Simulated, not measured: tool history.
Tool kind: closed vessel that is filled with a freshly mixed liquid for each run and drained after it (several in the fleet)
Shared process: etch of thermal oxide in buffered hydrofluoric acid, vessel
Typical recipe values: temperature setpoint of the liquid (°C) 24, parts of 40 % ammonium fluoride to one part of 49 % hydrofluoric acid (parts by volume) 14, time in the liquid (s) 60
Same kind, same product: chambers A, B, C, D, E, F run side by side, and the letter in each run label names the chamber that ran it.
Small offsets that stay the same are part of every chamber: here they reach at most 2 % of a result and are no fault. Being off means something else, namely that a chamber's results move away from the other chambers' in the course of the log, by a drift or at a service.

run   hour  temperature setpoint of the liquid (°C)  parts of 40 % ammonium fluoride to one part of 49 % hydrofluoric acid (parts by volume)  time in the liquid (s)  hours since the thermometer was replaced  hours since the hydrofluoric acid flow meter was replaced  read-back film thickness of the thermal oxide reference wafer, read on the same gauge (nm)  thickness taken off the thermal oxide on a monitor wafer (angstrom)
 1D    4.7                                       24                                                                                       14                      60                                     909.5                                                      225.5                                                                                      49.996                                                               513.63
 2B   11.4                                       24                                                                                       14                      60                                    1101.1                                                      666.4                                                                                      49.994                                                               520.16
 3F   20.2                                       24                                                                                       14                      60                                    1669.2                                                      219.7                                                                                      50.019                                                               519.99
 4C   26.3                                       24                                                                                       14                      60                                     109.9                                                       86.6                                                                                      50.010                                                               508.32
 5A   35.0                                       24                                                                                       14                      60                                     321.9                                                      270.2                                                                                      49.990                                                               514.45
 6E   40.4                                       24                                                                                       14                      60                                    1388.6                                                     1178.5                                                                                      50.000                                                               514.28
 7F   48.4                                       24                                                                                       14                      60                                    1697.4                                                      247.9                                                                                      50.007                                                               518.98
 8C   56.9                                       24                                                                                       14                      60                                     140.5                                                      117.2                                                                                      49.996                                                               509.76
 9E   66.4                                       24                                                                                       14                      60                                    1414.6                                                     1204.5                                                                                      50.022                                                               512.51
10A   73.5                                       24                                                                                       14                      60                                     360.4                                                      308.7                                                                                      50.011                                                               518.16
11D   78.5                                       24                                                                                       14                      60                                     983.3                                                      299.3                                                                                      50.002                                                               512.59
12B   86.3                                       24                                                                                       14                      60                                    1176.0                                                      741.3                                                                                      49.990                                                               518.24
13A   95.9                                       24                                                                                       14                      60                                     382.8                                                      331.1                                                                                      49.994                                                               513.94
14B  104.1                                       24                                                                                       14                      60                                    1193.8                                                      759.1                                                                                      49.992                                                               519.66
15E  111.6                                       24                                                                                       14                      60                                    1459.8                                                     1249.7                                                                                      50.000                                                               515.95
16C  120.5                                       24                                                                                       14                      60                                     204.1                                                      180.8                                                                                      50.014                                                               504.79
17D  127.7                                       24                                                                                       14                      60                                    1032.5                                                      348.5                                                                                      49.987                                                               515.59
18F  133.2                                       24                                                                                       14                      60                                    1782.2                                                      332.7                                                                                      50.002                                                               516.80
19B  138.7                                       24                                                                                       14                      60                                    1228.4                                                      793.7                                                                                      50.005                                                               518.68
20F  147.2                                       24                                                                                       14                      60                                    1796.2                                                      346.7                                                                                      50.008                                                               520.04
21D  154.5                                       24                                                                                       14                      60                                    1059.3                                                      375.3                                                                                      49.997                                                               515.82
22E  160.5                                       24                                                                                       14                      60                                    1508.7                                                     1298.6                                                                                      50.018                                                               513.29
23C  165.7                                       19                                                                                       10                      60                                     249.3                                                      226.0                                                                                      49.985                                                               534.67
24A  175.1                                       19                                                                                       10                      60                                     462.0                                                      410.3                                                                                      50.005                                                               537.92
25A  181.8                                       19                                                                                       10                      60                                     468.7                                                      417.0                                                                                      50.001                                                               543.34
26B  186.9                                       19                                                                                       10                      60                                    1276.6                                                      841.9                                                                                      49.997                                                               545.18
27D  194.8                                       19                                                                                       10                      60                                    1099.6                                                      415.6                                                                                      50.005                                                               550.38
28C  203.8                                       19                                                                                       10                      60                                     287.4                                                      264.1                                                                                      50.022                                                               534.65
29E  211.9                                       24                                                                                       14                      60                                    1560.1                                                     1350.0                                                                                      50.009                                                               512.92
30F  221.0                                       24                                                                                       14                      60                                    1870.0                                                      420.5                                                                                      49.998                                                               520.22
31F  225.6                                       24                                                                                       14                      60                                    1874.6                                                      425.1                                                                                      50.020                                                               521.09
32D  230.1                                       24                                                                                       14                      60                                    1134.9                                                      450.9                                                                                      50.003                                                               516.60
33E  236.7                                       24                                                                                       14                      60                                    1584.9                                                     1374.8                                                                                      49.989                                                               510.62
34A  245.2                                       24                                                                                       14                      60                                     532.1                                                      480.4                                                                                      50.005                                                               517.86
35C  250.1                                       24                                                                                       14                      60                                     333.7                                                      310.4                                                                                      49.996                                                               505.25
36B  258.4                                       24                                                                                       14                      60                                    1348.1                                                      913.4                                                                                      49.993                                                               520.04
37F  263.4                                       24                                                                                       14                      60                                    1912.4                                                      462.9                                                                                      49.986                                                               523.91

Predict what each chamber gives when all 6 of them run the settings below next.
38A  270.8                                       24                                                                                       14                      60                                                                                                                                                                                                                                                                     ?
38B  270.8                                       24                                                                                       14                      60                                                                                                                                                                                                                                                                     ?
38C  270.8                                       24                                                                                       14                      60                                                                                                                                                                                                                                                                     ?
38D  270.8                                       24                                                                                       14                      60                                                                                                                                                                                                                                                                     ?
38E  270.8                                       24                                                                                       14                      60                                                                                                                                                                                                                                                                     ?
38F  270.8                                       24                                                                                       14                      60                                                                                                                                                                                                                                                                     ?

run  thickness taken off the thermal oxide on a monitor wafer (angstrom)
38A                                                               514.45
38B                                                               519.53
38C                                                               510.13
38D                                                               512.74
38E                                                               517.59
38F                                                               522.58
